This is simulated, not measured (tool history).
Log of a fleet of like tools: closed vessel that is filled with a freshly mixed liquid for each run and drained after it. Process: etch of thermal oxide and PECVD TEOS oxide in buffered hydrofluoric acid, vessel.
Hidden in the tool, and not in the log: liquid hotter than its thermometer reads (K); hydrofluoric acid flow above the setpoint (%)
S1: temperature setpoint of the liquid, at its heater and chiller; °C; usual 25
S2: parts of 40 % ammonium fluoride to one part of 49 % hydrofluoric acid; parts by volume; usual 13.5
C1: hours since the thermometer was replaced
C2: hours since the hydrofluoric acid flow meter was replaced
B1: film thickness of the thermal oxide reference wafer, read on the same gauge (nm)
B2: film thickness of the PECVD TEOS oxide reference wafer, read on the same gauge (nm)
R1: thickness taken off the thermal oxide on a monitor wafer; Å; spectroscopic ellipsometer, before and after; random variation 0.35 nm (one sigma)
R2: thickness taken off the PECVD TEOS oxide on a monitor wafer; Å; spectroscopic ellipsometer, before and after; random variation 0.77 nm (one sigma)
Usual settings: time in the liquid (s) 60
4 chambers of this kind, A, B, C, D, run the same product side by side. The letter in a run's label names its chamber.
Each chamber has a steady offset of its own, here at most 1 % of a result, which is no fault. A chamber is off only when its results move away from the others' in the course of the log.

run 1A hour=3.1 | S1=25 S2=13.5 time_in_the_liquid_(s)=60 | C1=9.4 C2=131.1 | B1=69.973 B2=59.989 | R1=522.67 R2=1784.9
run 2B hour=7.9 | S1=25 S2=13.5 time_in_the_liquid_(s)=60 | C1=110.9 C2=1261.7 | B1=69.991 B2=59.994 | R1=520.24 R2=1804
run 3D hour=13.6 | S1=25 S2=13.5 time_in_the_liquid_(s)=60 | C1=267.9 C2=325.4 | B1=69.995 B2=59.989 | R1=522.91 R2=1814
run 4C hour=20 | S1=25 S2=13.5 time_in_the_liquid_(s)=60 | C1=457.8 C2=1213.1 | B1=70.019 B2=59.993 | R1=522.5 R2=1816.1
run 5C hour=23.5 | S1=27 S2=13.5 time_in_the_liquid_(s)=75 | C1=461.3 C2=1216.6 | B1=69.967 B2=59.986 | R1=732.01 R2=2538.8
run 6B hour=28.3 | S1=27 S2=13.5 time_in_the_liquid_(s)=75 | C1=131.3 C2=1282.1 | B1=69.993 B2=60.005 | R1=731.76 R2=2492.2
run 7D hour=34 | S1=27 S2=13.5 time_in_the_liquid_(s)=75 | C1=288.3 C2=345.8 | B1=70.028 B2=60.021 | R1=730.73 R2=2518.8
run 8A hour=40.5 | S1=27 S2=13.5 time_in_the_liquid_(s)=75 | C1=46.8 C2=168.5 | B1=69.996 B2=60.008 | R1=735.32 R2=2484.8
run 9D hour=46.5 | S1=25 S2=13.5 time_in_the_liquid_(s)=90 | C1=300.8 C2=358.3 | B1=69.92 B2=59.996 | R1=783.47 R2=2717.6
run 10A hour=51.8 | S1=25 S2=13.5 time_in_the_liquid_(s)=90 | C1=58.1 C2=179.8 | B1=69.981 B2=60.014 | R1=789.46 R2=2701.3
run 11B hour=54.9 | S1=25 S2=13.5 time_in_the_liquid_(s)=90 | C1=157.9 C2=1308.7 | B1=69.969 B2=60 | R1=775.28 R2=2716.6
run 12C hour=60.1 | S1=25 S2=13.5 time_in_the_liquid_(s)=90 | C1=497.9 C2=1253.2 | B1=70.008 B2=60.018 | R1=789.23 R2=2722
run 13B hour=66 | S1=25 S2=13.5 time_in_the_liquid_(s)=60 | C1=169 C2=1319.8 | B1=69.988 B2=59.973 | R1=514.81 R2=1807.9
run 14A hour=71 | S1=21.5 S2=13.5 time_in_the_liquid_(s)=85 | C1=77.3 C2=199 | B1=70.007 B2=59.986 | R1=608.71 R2=2106.6
run 15D hour=75.9 | S1=21.5 S2=13.5 time_in_the_liquid_(s)=85 | C1=330.2 C2=387.7 | B1=70 B2=59.995 | R1=607.82 R2=2133.6
run 16C hour=79.8 | S1=21.5 S2=13.5 time_in_the_liquid_(s)=85 | C1=517.6 C2=1272.9 | B1=69.994 B2=60.022 | R1=605.42 R2=2112.6
run 17C hour=84.2 | S1=21.5 S2=13.5 time_in_the_liquid_(s)=85 | C1=522 C2=1277.3 | B1=69.999 B2=59.969 | R1=603.62 R2=2114.5
run 18A hour=88.9 | S1=25 S2=13.5 time_in_the_liquid_(s)=60 | C1=95.2 C2=216.9 | B1=69.985 B2=60.012 | R1=523.91 R2=1788.9
run 19D hour=92.3 | S1=25 S2=13.5 time_in_the_liquid_(s)=60 | C1=346.6 C2=404.1 | B1=69.979 B2=60.033 | R1=523.17 R2=1814.8
run 20B hour=95.9 | S1=25 S2=13.5 time_in_the_liquid_(s)=60 | C1=198.9 C2=1349.7 | B1=69.977 B2=59.991 | R1=522.47 R2=1811.4
run 21C hour=98.8 | S1=25 S2=13.5 time_in_the_liquid_(s)=60 | C1=536.6 C2=1291.9 | B1=69.991 B2=59.996 | R1=527.11 R2=1821.3
run 22D hour=102.8 | S1=25 S2=13.5 time_in_the_liquid_(s)=60 | C1=357.1 C2=414.6 | B1=70.003 B2=59.999 | R1=524.08 R2=1818.7
run 23B hour=108.8 | S1=25 S2=16.5 time_in_the_liquid_(s)=40 | C1=211.8 C2=1362.6 | B1=69.998 B2=59.996 | R1=284.09 R2=983.66
run 24A hour=115.2 | S1=25 S2=16.5 time_in_the_liquid_(s)=40 | C1=121.5 C2=243.2 | B1=69.972 B2=60.012 | R1=286.97 R2=978.29
run 25C hour=120.4 | S1=25 S2=16.5 time_in_the_liquid_(s)=40 | C1=558.2 C2=1313.5 | B1=69.978 B2=60.007 | R1=285.59 R2=994.15
run 26B hour=123.4 | S1=25 S2=16.5 time_in_the_liquid_(s)=40 | C1=226.4 C2=1377.2 | B1=69.973 B2=59.99 | R1=281.17 R2=981.84
run 27A hour=128.1 | S1=25 S2=13.5 time_in_the_liquid_(s)=60 | C1=134.4 C2=256.1 | B1=70.006 B2=60.002 | R1=521.66 R2=1799.2
run 28D hour=133.6 | S1=25 S2=13.5 time_in_the_liquid_(s)=60 | C1=387.9 C2=445.4 | B1=69.999 B2=60.049 | R1=522.14 R2=1811.5
run 29B hour=137.6 | S1=21.5 S2=13.5 time_in_the_liquid_(s)=60 | C1=240.6 C2=1391.4 | B1=69.986 B2=60.013 | R1=429.47 R2=1484.9
run 30C hour=142.1 | S1=21.5 S2=13.5 time_in_the_liquid_(s)=60 | C1=579.9 C2=1335.2 | B1=70.015 B2=59.979 | R1=430.92 R2=1490.8
run 31D hour=145.7 | S1=21.5 S2=13.5 time_in_the_liquid_(s)=60 | C1=400 C2=457.5 | B1=69.978 B2=60.02 | R1=427.4 R2=1497.2
run 32A hour=150.2 | S1=21.5 S2=13.5 time_in_the_liquid_(s)=60 | C1=156.5 C2=278.2 | B1=70.033 B2=59.975 | R1=432.65 R2=1480.7
run 33B hour=154.8 | S1=25 S2=13.5 time_in_the_liquid_(s)=60 | C1=257.8 C2=1408.6 | B1=70.045 B2=59.985 | R1=519.89 R2=1801
run 34C hour=161.2 | S1=25 S2=13.5 time_in_the_liquid_(s)=60 | C1=599 C2=1354.3 | B1=69.995 B2=59.985 | R1=527.44 R2=1828.5
run 35D hour=167.5 | S1=25 S2=13.5 time_in_the_liquid_(s)=60 | C1=421.8 C2=479.3 | B1=69.997 B2=59.997 | R1=517.4 R2=1809.7
run 36A hour=172.8 | S1=25 S2=13.5 time_in_the_liquid_(s)=60 | C1=179.1 C2=300.8 | B1=69.972 B2=60.01 | R1=522.92 R2=1803.6
run 37A hour=175.9 | S1=25 S2=10.5 time_in_the_liquid_(s)=60 | C1=182.2 C2=303.9 | B1=70.005 B2=59.989 | R1=665.93 R2=2273

What goes on in this fleet: one chamber off, a drifting gauge, or nothing beyond the chambers' own small offsets? Name the chamber and the cause, if any.

No chamber stands off beyond its own small offset, and the gauge holds steady.

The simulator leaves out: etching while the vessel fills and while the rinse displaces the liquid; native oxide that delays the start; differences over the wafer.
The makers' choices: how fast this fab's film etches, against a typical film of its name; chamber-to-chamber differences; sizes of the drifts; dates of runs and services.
